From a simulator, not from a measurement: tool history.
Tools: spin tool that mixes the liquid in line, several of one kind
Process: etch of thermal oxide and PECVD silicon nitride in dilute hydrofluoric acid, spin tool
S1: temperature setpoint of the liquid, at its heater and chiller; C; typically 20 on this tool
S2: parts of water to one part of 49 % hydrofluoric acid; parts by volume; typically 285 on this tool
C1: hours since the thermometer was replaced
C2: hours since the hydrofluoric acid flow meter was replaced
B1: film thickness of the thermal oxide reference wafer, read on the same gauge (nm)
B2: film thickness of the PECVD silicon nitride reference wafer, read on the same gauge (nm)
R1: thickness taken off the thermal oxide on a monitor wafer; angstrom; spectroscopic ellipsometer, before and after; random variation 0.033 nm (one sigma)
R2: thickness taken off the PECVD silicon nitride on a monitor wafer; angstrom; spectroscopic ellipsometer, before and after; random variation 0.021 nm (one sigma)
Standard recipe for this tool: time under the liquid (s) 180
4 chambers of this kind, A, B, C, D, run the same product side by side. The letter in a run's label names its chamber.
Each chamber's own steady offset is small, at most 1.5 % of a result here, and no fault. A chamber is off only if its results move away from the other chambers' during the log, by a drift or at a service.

run 1C hour=9 | S1=20 S2=285 time_under_the_liquid_(s)=180 | C1=217.3 C2=198.1 | B1=70.011 B2=99.998 | R1=23.004 R2=8.9765
run 2D hour=25.1 | S1=20 S2=285 time_under_the_liquid_(s)=180 | C1=44.8 C2=572.3 | B1=70.02 B2=99.953 | R1=23.152 R2=8.2408
run 3B hour=36.1 | S1=20 S2=285 time_under_the_liquid_(s)=180 | C1=1454.1 C2=445.1 | B1=70.033 B2=100.01 | R1=23.633 R2=8.8917
run 4A hour=46.8 | S1=20 S2=285 time_under_the_liquid_(s)=180 | C1=1645.3 C2=1576.4 | B1=69.994 B2=100.01 | R1=22.292 R2=8.4768
run 5D hour=57.9 | S1=20 S2=285 time_under_the_liquid_(s)=180 | C1=77.6 C2=605.1 | B1=70.047 B2=100.03 | R1=22.883 R2=8.3861
run 6A hour=72 | S1=20 S2=285 time_under_the_liquid_(s)=180 | C1=1670.5 C2=1601.6 | B1=69.981 B2=99.985 | R1=22.621 R2=8.0154
run 7C hour=83.5 | S1=20 S2=285 time_under_the_liquid_(s)=180 | C1=291.8 C2=272.6 | B1=69.939 B2=99.994 | R1=22.362 R2=8.1923
run 8B hour=94.4 | S1=20 S2=285 time_under_the_liquid_(s)=180 | C1=1512.4 C2=503.4 | B1=70.013 B2=99.983 | R1=23.392 R2=8.4302
run 9D hour=110.5 | S1=20 S2=285 time_under_the_liquid_(s)=180 | C1=130.2 C2=657.7 | B1=70.001 B2=99.973 | R1=22.787 R2=8.1428
run 10C hour=124.5 | S1=20 S2=285 time_under_the_liquid_(s)=180 | C1=332.8 C2=313.6 | B1=70.01 B2=99.97 | R1=21.819 R2=8.511
run 11B hour=135.8 | S1=20 S2=285 time_under_the_liquid_(s)=180 | C1=1553.8 C2=544.8 | B1=69.956 B2=100.05 | R1=22.618 R2=8.6087
run 12A hour=148.2 | S1=20 S2=285 time_under_the_liquid_(s)=180 | C1=1746.7 C2=1677.8 | B1=69.983 B2=99.995 | R1=22.624 R2=8.3944
run 13D hour=161.1 | S1=20 S2=285 time_under_the_liquid_(s)=180 | C1=180.8 C2=708.3 | B1=70.022 B2=100.05 | R1=22.927 R2=8.3149
run 14B hour=175.8 | S1=17 S2=375 time_under_the_liquid_(s)=180 | C1=1593.8 C2=584.8 | B1=69.965 B2=100.01 | R1=14.219 R2=5.4313
-- hour=185 chamber A: thermometer replaced
run 15A hour=189.2 | S1=17 S2=375 time_under_the_liquid_(s)=180 | C1=4.3 C2=1718.8 | B1=69.982 B2=99.979 | R1=14.31 R2=5.318
run 16C hour=199.3 | S1=17 S2=375 time_under_the_liquid_(s)=180 | C1=407.6 C2=388.4 | B1=69.988 B2=99.965 | R1=13.698 R2=5.0962
run 17A hour=208.4 | S1=17 S2=375 time_under_the_liquid_(s)=180 | C1=23.5 C2=1738 | B1=69.99 B2=99.965 | R1=14.782 R2=5.2989
run 18D hour=219.8 | S1=20 S2=285 time_under_the_liquid_(s)=180 | C1=239.5 C2=767 | B1=70.007 B2=100.01 | R1=22.216 R2=8.5634
run 19B hour=232.9 | S1=20 S2=285 time_under_the_liquid_(s)=180 | C1=1650.9 C2=641.9 | B1=69.981 B2=99.99 | R1=22.867 R2=8.4266
run 20C hour=246.7 | S1=20 S2=285 time_under_the_liquid_(s)=180 | C1=455 C2=435.8 | B1=69.979 B2=99.993 | R1=21.277 R2=8.1584
run 21D hour=255 | S1=20 S2=285 time_under_the_liquid_(s)=180 | C1=274.7 C2=802.2 | B1=69.98 B2=100.02 | R1=23.192 R2=8.5489
run 22A hour=264.7 | S1=20 S2=285 time_under_the_liquid_(s)=180 | C1=79.8 C2=1794.3 | B1=69.967 B2=100.03 | R1=23.125 R2=7.9867
run 23B hour=275 | S1=20 S2=285 time_under_the_liquid_(s)=180 | C1=1693 C2=684 | B1=70.031 B2=100.02 | R1=22.863 R2=8.2192
run 24C hour=288.5 | S1=20 S2=285 time_under_the_liquid_(s)=180 | C1=496.8 C2=477.6 | B1=70.005 B2=100.07 | R1=19.881 R2=7.9944
run 25D hour=297.1 | S1=20 S2=285 time_under_the_liquid_(s)=180 | C1=316.8 C2=844.3 | B1=69.991 B2=100.02 | R1=22.916 R2=8.2281
run 26C hour=305.5 | S1=20 S2=285 time_under_the_liquid_(s)=180 | C1=513.8 C2=494.6 | B1=69.991 B2=100.03 | R1=19.975 R2=7.5658
run 27B hour=317.3 | S1=20 S2=285 time_under_the_liquid_(s)=180 | C1=1735.3 C2=726.3 | B1=70.017 B2=100.01 | R1=23.179 R2=8.5266
run 28A hour=332 | S1=20 S2=285 time_under_the_liquid_(s)=180 | C1=147.1 C2=1861.6 | B1=70.019 B2=99.997 | R1=23.446 R2=8.7307
run 29B hour=339.9 | S1=20 S2=285 time_under_the_liquid_(s)=180 | C1=1757.9 C2=748.9 | B1=70.007 B2=99.996 | R1=22.834 R2=8.6219

Each of the 4 chambers runs these same settings next. Fill in every chamber's results:
run 30A hour=351.7 | S1=22.5 S2=285 time_under_the_liquid_(s)=180 | R1=? R2=?
run 30B hour=351.7 | S1=22.5 S2=285 time_under_the_liquid_(s)=180 | R1=? R2=?
run 30C hour=351.7 | S1=22.5 S2=285 time_under_the_liquid_(s)=180 | R1=? R2=?
run 30D hour=351.7 | S1=22.5 S2=285 time_under_the_liquid_(s)=180 | R1=? R2=?

run=30A R1=24.933 R2=9.9316
run=30B R1=24.945 R2=9.6686
run=30C R1=21.516 R2=8.7769
run=30D R1=24.84 R2=10.208
